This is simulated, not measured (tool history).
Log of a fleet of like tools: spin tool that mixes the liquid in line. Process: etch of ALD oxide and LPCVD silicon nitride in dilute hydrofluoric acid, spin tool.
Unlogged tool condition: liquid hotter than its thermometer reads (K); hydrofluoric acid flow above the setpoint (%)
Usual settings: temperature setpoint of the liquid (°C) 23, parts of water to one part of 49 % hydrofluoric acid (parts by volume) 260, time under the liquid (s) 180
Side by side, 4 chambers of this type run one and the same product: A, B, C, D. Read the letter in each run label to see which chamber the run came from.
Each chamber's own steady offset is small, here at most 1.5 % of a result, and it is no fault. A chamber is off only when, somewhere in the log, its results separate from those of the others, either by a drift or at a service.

| run | hour | temperature setpoint of the liquid (°C) | parts of water to one part of 49 % hydrofluoric acid (parts by volume) | time under the liquid (s) | hours since the thermometer was replaced | hours since the hydrofluoric acid flow meter was replaced | read-back film thickness of the ALD oxide reference wafer, read on the same gauge (nm) | read-back film thickness of the LPCVD silicon nitride reference wafer, read on the same gauge (nm) | thickness taken off the ALD oxide on a monitor wafer (angstrom) | thickness taken off the LPCVD silicon nitride on a monitor wafer (angstrom) |
|---|---|---|---|---|---|---|---|---|---|---|
| 1D | 9.7 | 23 | 260 | 180 | 1975.9 | 80.4 | 100.02 | 40.03 | 86.758 | 2.8043 |
| 2B | 14.5 | 23 | 260 | 180 | 1015.1 | 319.2 | 99.993 | 40.035 | 86.601 | 3.1674 |
| 3A | 24 | 23 | 260 | 180 | 980.4 | 1582.8 | 99.998 | 39.999 | 88.178 | 2.9767 |
| 4C | 32.4 | 23 | 260 | 180 | 882.9 | 1465.5 | 99.97 | 39.951 | 87.992 | 3.0471 |
| 5D | 38 | 23 | 260 | 180 | 2004.2 | 108.7 | 100.01 | 39.993 | 87.286 | 3.1728 |
| 6A | 44.7 | 23 | 260 | 180 | 1001.1 | 1603.5 | 100.02 | 39.997 | 87.984 | 2.9918 |
| 7B | 53.8 | 23 | 260 | 180 | 1054.4 | 358.5 | 99.998 | 39.998 | 87.069 | 3.304 |
| 8C | 58.3 | 23 | 260 | 180 | 908.8 | 1491.4 | 100.01 | 40.01 | 88.57 | 3.3564 |
| 9D | 66.4 | 23 | 260 | 180 | 2032.6 | 137.1 | 99.978 | 39.973 | 87.67 | 3.3319 |
| 10B | 75.8 | 21.5 | 260 | 115 | 1076.4 | 380.5 | 100 | 39.997 | 52.565 | 1.6821 |
| 11C | 84.7 | 21.5 | 260 | 115 | 935.2 | 1517.8 | 100.01 | 39.973 | 53.502 | 1.8263 |
| 12A | 90.7 | 21.5 | 260 | 115 | 1047.1 | 1649.5 | 100.01 | 40.001 | 53.092 | 1.822 |
| 13D | 98.8 | 21.5 | 260 | 115 | 2065 | 169.5 | 100 | 39.973 | 52.818 | 1.6369 |
| 14B | 103.2 | 23 | 260 | 180 | 1103.8 | 407.9 | 99.992 | 40.025 | 88.844 | 3.6907 |
| 15A | 112.6 | 23 | 260 | 180 | 1069 | 1671.4 | 100.02 | 39.984 | 86.79 | 3.0841 |
| 16C | 122.1 | 23 | 260 | 180 | 972.6 | 1555.2 | 100.02 | 40.02 | 87.84 | 3.7684 |
| 17C | 130.4 | 23 | 260 | 180 | 980.9 | 1563.5 | 100.02 | 39.978 | 88.206 | 3.1213 |
| 18B | 136.4 | 23 | 260 | 180 | 1137 | 441.1 | 99.998 | 39.984 | 87.353 | 3.1789 |
| 19D | 146 | 23 | 260 | 180 | 2112.2 | 216.7 | 100 | 39.997 | 86.718 | 3.261 |
| 20A | 150.4 | 23 | 260 | 180 | 1106.8 | 1709.2 | 100 | 39.986 | 87.293 | 3.4344 |
| 21C | 155.2 | 23 | 260 | 180 | 1005.7 | 1588.3 | 100.02 | 39.95 | 88.189 | 3.3233 |
|  | 159 | chamber C: thermometer replaced |
| 22B | 164.5 | 23 | 360 | 235 | 1165.1 | 469.2 | 99.991 | 39.992 | 74.254 | 2.9471 |
| 23A | 174.5 | 23 | 360 | 235 | 1130.9 | 1733.3 | 100.02 | 39.998 | 75.747 | 3.6195 |
| 24D | 183.4 | 23 | 360 | 235 | 2149.6 | 254.1 | 100.01 | 40.016 | 75.814 | 2.8211 |
| 25C | 189.2 | 23 | 360 | 235 | 30.2 | 1622.3 | 100 | 39.989 | 74.841 | 2.7899 |
| 26D | 196.3 | 23 | 260 | 180 | 2162.5 | 267 | 99.998 | 39.975 | 87.392 | 3.0812 |
| 27B | 206 | 23 | 260 | 180 | 1206.6 | 510.7 | 99.996 | 39.991 | 87.696 | 3.2566 |
| 28A | 215 | 23 | 260 | 180 | 1171.4 | 1773.8 | 99.99 | 40.008 | 87.298 | 2.9238 |
| 29C | 221.2 | 23 | 260 | 180 | 62.2 | 1654.3 | 99.991 | 40.033 | 88.309 | 3.3082 |
| 30D | 230.9 | 23 | 260 | 180 | 2197.1 | 301.6 | 99.999 | 39.993 | 88.063 | 3.0271 |
| 31B | 238.5 | 23 | 260 | 180 | 1239.1 | 543.2 | 100.01 | 39.985 | 88.037 | 3.151 |
| 32A | 248.4 | 23 | 260 | 180 | 1204.8 | 1807.2 | 100.02 | 40.022 | 87.492 | 3.235 |
| 33B | 255 | 23 | 260 | 180 | 1255.6 | 559.7 | 100.03 | 39.982 | 87.23 | 3.3024 |
| 34A | 263.8 | 23 | 260 | 180 | 1220.2 | 1822.6 | 99.978 | 40.016 | 88.226 | 3.245 |
| 35C | 269.2 | 23 | 260 | 180 | 110.2 | 1702.3 | 99.996 | 40.023 | 88.295 | 3.5489 |
| 36D | 278.8 | 23 | 260 | 180 | 2245 | 349.5 | 99.957 | 39.99 | 87.83 | 3.4248 |
| 37D | 287.2 | 23 | 260 | 180 | 2253.4 | 357.9 | 100.02 | 39.971 | 88.101 | 3.282 |

Is one chamber off against the others, does the gauge drift, or is nothing wrong? If a chamber is off, say which, and what the likeliest cause is.

Beyond each chamber's small constant offset nothing stands out, and the gauge stays steady.
